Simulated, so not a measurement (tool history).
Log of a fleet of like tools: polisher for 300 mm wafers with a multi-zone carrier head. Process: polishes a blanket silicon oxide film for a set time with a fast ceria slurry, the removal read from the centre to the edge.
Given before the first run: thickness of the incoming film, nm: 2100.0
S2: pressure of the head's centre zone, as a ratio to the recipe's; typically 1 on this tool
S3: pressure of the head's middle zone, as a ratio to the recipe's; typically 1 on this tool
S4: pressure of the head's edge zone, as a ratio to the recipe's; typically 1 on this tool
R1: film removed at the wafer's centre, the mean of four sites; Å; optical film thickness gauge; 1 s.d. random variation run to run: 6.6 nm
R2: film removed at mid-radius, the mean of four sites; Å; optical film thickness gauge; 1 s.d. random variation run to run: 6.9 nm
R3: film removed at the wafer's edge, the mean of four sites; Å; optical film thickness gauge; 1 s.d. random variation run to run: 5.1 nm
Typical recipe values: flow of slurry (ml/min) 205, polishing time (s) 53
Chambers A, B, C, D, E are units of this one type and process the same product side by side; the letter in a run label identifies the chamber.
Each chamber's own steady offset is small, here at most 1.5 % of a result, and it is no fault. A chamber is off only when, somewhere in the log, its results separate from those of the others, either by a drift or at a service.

{"day": 0.125, "done": "chamber C: slurry nozzle cleaned"}
{"run": "1C", "day": 0.2, "flow of slurry (ml/min)": 205, "S2": 1, "S3": 1, "S4": 1, "polishing time (s)": 53, "R1": 5151.8, "R2": 5094.5, "R3": 5262.7}
{"day": 0.208, "done": "chamber E: worn pad replaced by a new one"}
{"run": "2B", "day": 0.442, "flow of slurry (ml/min)": 205, "S2": 1, "S3": 1, "S4": 1, "polishing time (s)": 53, "R1": 5302.1, "R2": 5296.4, "R3": 5215.8}
{"run": "3E", "day": 0.704, "flow of slurry (ml/min)": 205, "S2": 1, "S3": 1, "S4": 1, "polishing time (s)": 53, "R1": 5156, "R2": 5375.4, "R3": 5272}
{"day": 0.85, "done": "chamber B: worn pad replaced by a new one"}
{"run": "4A", "day": 0.862, "flow of slurry (ml/min)": 205, "S2": 1, "S3": 1, "S4": 1, "polishing time (s)": 53, "R1": 5293.9, "R2": 5308.8, "R3": 5335.1}
{"run": "5D", "day": 1.079, "flow of slurry (ml/min)": 205, "S2": 1, "S3": 1, "S4": 1, "polishing time (s)": 53, "R1": 5306.8, "R2": 5326, "R3": 5196.3}
{"run": "6E", "day": 1.342, "flow of slurry (ml/min)": 205, "S2": 1, "S3": 1, "S4": 1, "polishing time (s)": 53, "R1": 5317, "R2": 5253.2, "R3": 5219.5}
{"day": 1.567, "done": "chamber A: worn pad replaced by a new one"}
{"run": "7D", "day": 1.688, "flow of slurry (ml/min)": 205, "S2": 1, "S3": 1, "S4": 1, "polishing time (s)": 53, "R1": 5307.7, "R2": 5168.6, "R3": 5269.8}
{"day": 1.992, "done": "chamber E: centre zone pressure recalibrated"}
{"run": "8A", "day": 2.012, "flow of slurry (ml/min)": 205, "S2": 1, "S3": 1, "S4": 1, "polishing time (s)": 53, "R1": 5217.9, "R2": 5240.4, "R3": 5367.6}
{"day": 2.058, "done": "chamber C: worn pad replaced by a new one"}
{"run": "9B", "day": 2.304, "flow of slurry (ml/min)": 205, "S2": 1, "S3": 1, "S4": 1, "polishing time (s)": 53, "R1": 5234.3, "R2": 5138.1, "R3": 5351.3}
{"run": "10C", "day": 2.5, "flow of slurry (ml/min)": 205, "S2": 1, "S3": 1, "S4": 1, "polishing time (s)": 53, "R1": 5197.3, "R2": 5189.1, "R3": 5317.9}
{"run": "11B", "day": 2.812, "flow of slurry (ml/min)": 205, "S2": 1, "S3": 1, "S4": 1, "polishing time (s)": 53, "R1": 5370.5, "R2": 5083.4, "R3": 5300.8}
{"run": "12E", "day": 3.058, "flow of slurry (ml/min)": 205, "S2": 1, "S3": 1, "S4": 1, "polishing time (s)": 53, "R1": 5158.4, "R2": 5233.7, "R3": 5145.1}
{"run": "13D", "day": 3.404, "flow of slurry (ml/min)": 205, "S2": 1, "S3": 1, "S4": 1, "polishing time (s)": 53, "R1": 5259.7, "R2": 5391.3, "R3": 5199.8}
{"run": "14C", "day": 3.721, "flow of slurry (ml/min)": 205, "S2": 1, "S3": 1, "S4": 1, "polishing time (s)": 53, "R1": 5198.3, "R2": 5299.9, "R3": 5345.3}
{"day": 3.762, "done": "chamber E: worn pad replaced by a new one"}
{"run": "15A", "day": 3.988, "flow of slurry (ml/min)": 205, "S2": 1, "S3": 1, "S4": 1, "polishing time (s)": 53, "R1": 5102.2, "R2": 5433.3, "R3": 5294.4}
{"run": "16A", "day": 4.258, "flow of slurry (ml/min)": 205, "S2": 1, "S3": 1, "S4": 1, "polishing time (s)": 53, "R1": 5156.4, "R2": 5318.5, "R3": 5361.9}
{"day": 4.417, "done": "chamber A: centre zone pressure recalibrated"}
{"run": "17D", "day": 4.596, "flow of slurry (ml/min)": 205, "S2": 1, "S3": 1, "S4": 1, "polishing time (s)": 53, "R1": 5222.4, "R2": 5189.1, "R3": 5244.1}
{"run": "18C", "day": 4.796, "flow of slurry (ml/min)": 205, "S2": 1, "S3": 1, "S4": 1, "polishing time (s)": 53, "R1": 5413, "R2": 5263.2, "R3": 5194}
{"day": 4.858, "done": "chamber D: worn pad replaced by a new one"}
{"run": "19B", "day": 5.054, "flow of slurry (ml/min)": 205, "S2": 1, "S3": 1, "S4": 1, "polishing time (s)": 53, "R1": 5406, "R2": 5271.7, "R3": 5329.5}
{"run": "20E", "day": 5.346, "flow of slurry (ml/min)": 205, "S2": 1, "S3": 1, "S4": 1, "polishing time (s)": 53, "R1": 5223.9, "R2": 5204.1, "R3": 5335.1}
{"day": 5.442, "done": "chamber C: worn pad replaced by a new one"}
{"run": "21B", "day": 5.554, "flow of slurry (ml/min)": 205, "S2": 1, "S3": 1, "S4": 1, "polishing time (s)": 53, "R1": 5255, "R2": 5293.4, "R3": 5200.2}
{"run": "22A", "day": 5.733, "flow of slurry (ml/min)": 205, "S2": 1, "S3": 1, "S4": 1, "polishing time (s)": 53, "R1": 5125.9, "R2": 5299.4, "R3": 5285.4}
{"run": "23C", "day": 5.946, "flow of slurry (ml/min)": 205, "S2": 1, "S3": 1, "S4": 1, "polishing time (s)": 46, "R1": 4786.2, "R2": 4481.5, "R3": 4611.8}
{"day": 6.038, "done": "chamber A: slurry nozzle cleaned"}
{"run": "24E", "day": 6.267, "flow of slurry (ml/min)": 205, "S2": 1, "S3": 1, "S4": 1, "polishing time (s)": 46, "R1": 4443.6, "R2": 4638.5, "R3": 4560.1}
{"run": "25D", "day": 6.433, "flow of slurry (ml/min)": 205, "S2": 1, "S3": 1, "S4": 1, "polishing time (s)": 46, "R1": 4626.6, "R2": 4568.2, "R3": 4567.4}
{"run": "26C", "day": 6.712, "flow of slurry (ml/min)": 205, "S2": 1, "S3": 1, "S4": 1, "polishing time (s)": 46, "R1": 4843.5, "R2": 4594.8, "R3": 4684.1}
{"day": 6.817, "done": "chamber B: worn pad replaced by a new one"}
{"day": 6.938, "done": "chamber E: worn pad replaced by a new one"}
{"run": "27B", "day": 6.938, "flow of slurry (ml/min)": 205, "S2": 1, "S3": 1, "S4": 1, "polishing time (s)": 46, "R1": 4642.8, "R2": 4556.5, "R3": 4511.9}
{"run": "28E", "day": 7.217, "flow of slurry (ml/min)": 205, "S2": 1, "S3": 1, "S4": 1, "polishing time (s)": 53, "R1": 5209.1, "R2": 5250.7, "R3": 5247.6}
{"run": "29D", "day": 7.4, "flow of slurry (ml/min)": 205, "S2": 1, "S3": 1, "S4": 0.92, "polishing time (s)": 39, "R1": 3940.9, "R2": 3838.5, "R3": 3663.6}
{"run": "30A", "day": 7.754, "flow of slurry (ml/min)": 205, "S2": 1, "S3": 1, "S4": 0.92, "polishing time (s)": 39, "R1": 3750.1, "R2": 3927.2, "R3": 3743.1}
{"day": 7.833, "done": "chamber D: centre zone pressure recalibrated"}
{"run": "31A", "day": 7.929, "flow of slurry (ml/min)": 205, "S2": 1, "S3": 1, "S4": 0.92, "polishing time (s)": 39, "R1": 3814.6, "R2": 3960.2, "R3": 3800.3}
{"run": "32E", "day": 8.162, "flow of slurry (ml/min)": 205, "S2": 1, "S3": 1, "S4": 0.92, "polishing time (s)": 39, "R1": 3943.9, "R2": 3754.7, "R3": 3609.5}
{"run": "33D", "day": 8.475, "flow of slurry (ml/min)": 205, "S2": 1, "S3": 1, "S4": 0.92, "polishing time (s)": 39, "R1": 3896.6, "R2": 3858.2, "R3": 3698.9}
{"run": "34C", "day": 8.808, "flow of slurry (ml/min)": 205, "S2": 1, "S3": 1, "S4": 1, "polishing time (s)": 53, "R1": 5813.2, "R2": 5238.7, "R3": 5342.7}
{"run": "35B", "day": 9.142, "flow of slurry (ml/min)": 205, "S2": 1, "S3": 1, "S4": 1, "polishing time (s)": 53, "R1": 5202.3, "R2": 5242.6, "R3": 5302.4}
{"run": "36D", "day": 9.358, "flow of slurry (ml/min)": 205, "S2": 1, "S3": 1, "S4": 1, "polishing time (s)": 53, "R1": 5332.4, "R2": 5104.5, "R3": 5239.1}

Predict what each chamber gives when all 5 of them run the settings below next.
{"run": "37A", "day": 9.612, "flow of slurry (ml/min)": 205, "S2": 1, "S3": 1, "S4": 1, "polishing time (s)": 59, "R1": "?", "R2": "?", "R3": "?"}
{"run": "37B", "day": 9.612, "flow of slurry (ml/min)": 205, "S2": 1, "S3": 1, "S4": 1, "polishing time (s)": 59, "R1": "?", "R2": "?", "R3": "?"}
{"run": "37C", "day": 9.612, "flow of slurry (ml/min)": 205, "S2": 1, "S3": 1, "S4": 1, "polishing time (s)": 59, "R1": "?", "R2": "?", "R3": "?"}
{"run": "37D", "day": 9.612, "flow of slurry (ml/min)": 205, "S2": 1, "S3": 1, "S4": 1, "polishing time (s)": 59, "R1": "?", "R2": "?", "R3": "?"}
{"run": "37E", "day": 9.612, "flow of slurry (ml/min)": 205, "S2": 1, "S3": 1, "S4": 1, "polishing time (s)": 59, "R1": "?", "R2": "?", "R3": "?"}

run=37A R1=5760.8 R2=5964.6 R3=5974.9
run=37B R1=5802.6 R2=5869.1 R3=5912.1
run=37C R1=6632.1 R2=5820.5 R3=5948.9
run=37D R1=5935.7 R2=5974.4 R3=5784.8
run=37E R1=5863.1 R2=5696.3 R3=5870.1
